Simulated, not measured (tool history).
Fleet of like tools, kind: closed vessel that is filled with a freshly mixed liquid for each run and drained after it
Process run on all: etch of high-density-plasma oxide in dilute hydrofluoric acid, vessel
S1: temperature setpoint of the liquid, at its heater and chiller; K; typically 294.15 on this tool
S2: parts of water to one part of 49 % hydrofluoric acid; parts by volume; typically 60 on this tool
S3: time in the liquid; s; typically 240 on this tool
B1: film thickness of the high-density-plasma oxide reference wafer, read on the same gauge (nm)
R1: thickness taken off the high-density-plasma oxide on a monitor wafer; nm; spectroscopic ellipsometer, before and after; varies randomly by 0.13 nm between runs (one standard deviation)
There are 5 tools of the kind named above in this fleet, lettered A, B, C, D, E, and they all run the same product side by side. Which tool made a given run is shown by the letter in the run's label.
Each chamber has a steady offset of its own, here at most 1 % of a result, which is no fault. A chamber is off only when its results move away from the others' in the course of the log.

Run 1D, hour 9.2: usual settings; B1 100.02. Result: R1 33.319 nm.
Run 2A, hour 19.2: usual settings; B1 99.989. Result: R1 33.765 nm.
Run 3B, hour 26: usual settings; B1 99.998. Result: R1 33.799 nm.
Run 4C, hour 39: usual settings; B1 100.02. Result: R1 33.234 nm.
Run 5E, hour 52.2: usual settings; B1 100. Result: R1 33.55 nm.
Run 6B, hour 64.2: usual settings; B1 99.98. Result: R1 33.882 nm.
Run 7D, hour 78.3: usual settings; B1 100. Result: R1 33.314 nm.
Run 8C, hour 85.3: usual settings; B1 99.999. Result: R1 33.534 nm.
Run 9E, hour 95.9: usual settings; B1 99.995. Result: R1 33.714 nm.
Run 10A, hour 103.1: usual settings; B1 99.995. Result: R1 33.472 nm.
Run 11C, hour 113.7: usual settings; B1 99.981. Result: R1 33.319 nm.
Run 12D, hour 125.8: usual settings; B1 100. Result: R1 33.535 nm.
Run 13A, hour 132.4: usual settings; B1 100. Result: R1 33.609 nm.
Run 14B, hour 144.6: usual settings; B1 100. Result: R1 33.888 nm.
At hour 145: chamber A: thermometer replaced.
Run 15E, hour 157: usual settings; B1 99.983. Result: R1 33.46 nm.
Run 16C, hour 165.2: usual settings; B1 99.953. Result: R1 33.493 nm.
Run 17A, hour 174.1: usual settings; B1 100. Result: R1 33.655 nm.
Run 18B, hour 181: usual settings; B1 100.01. Result: R1 33.833 nm.
Run 19E, hour 192.3: usual settings; B1 100.01. Result: R1 33.774 nm.
Run 20D, hour 199.1: usual settings; B1 99.986. Result: R1 33.517 nm.
At hour 212.9: chamber A: hydrofluoric acid flow meter replaced.
Run 21B, hour 213.1: usual settings but S1 291.65 K; B1 100. Result: R1 30.327 nm.
Run 22E, hour 222.5: usual settings but S1 291.65 K; B1 99.979. Result: R1 30.165 nm.
Run 23C, hour 229.4: usual settings but S1 291.65 K; B1 99.963. Result: R1 30.116 nm.
Run 24D, hour 240.8: usual settings but S1 291.65 K; B1 99.997. Result: R1 29.996 nm.
Run 25A, hour 251.5: usual settings but S1 291.65 K; B1 99.988. Result: R1 30.226 nm.
Run 26D, hour 259.6: usual settings; B1 99.985. Result: R1 33.48 nm.
Run 27E, hour 272.1: usual settings but S2 80 parts by volume, S3 355 s; B1 100. Result: R1 36.093 nm.
Run 28B, hour 284.9: usual settings but S2 80 parts by volume, S3 355 s; B1 99.981. Result: R1 36.492 nm.
Run 29A, hour 295.9: usual settings but S2 80 parts by volume, S3 355 s; B1 99.999. Result: R1 36.343 nm.
At hour 298: chamber D: thermometer replaced.
Run 30C, hour 307.1: usual settings but S2 80 parts by volume, S3 355 s; B1 99.991. Result: R1 36.23 nm.
Run 31A, hour 314.1: usual settings but S2 80 parts by volume, S3 355 s; B1 99.963. Result: R1 36.325 nm.
Run 32B, hour 328.1: usual settings; B1 100.01. Result: R1 33.881 nm.
Run 33C, hour 339.2: usual settings; B1 100.01. Result: R1 33.246 nm.
Run 34E, hour 345.5: usual settings; B1 99.991. Result: R1 33.479 nm.
Run 35D, hour 352.7: usual settings; B1 100.02. Result: R1 33.592 nm.

Which is it: a chamber that has drifted or been left off by a service, a gauge drift common to all chambers, or only each chamber's usual small offset? If a chamber is off, name it and its likeliest cause.

Neither any chamber nor the gauge drifts; the chambers differ only by their own small, steady offsets.
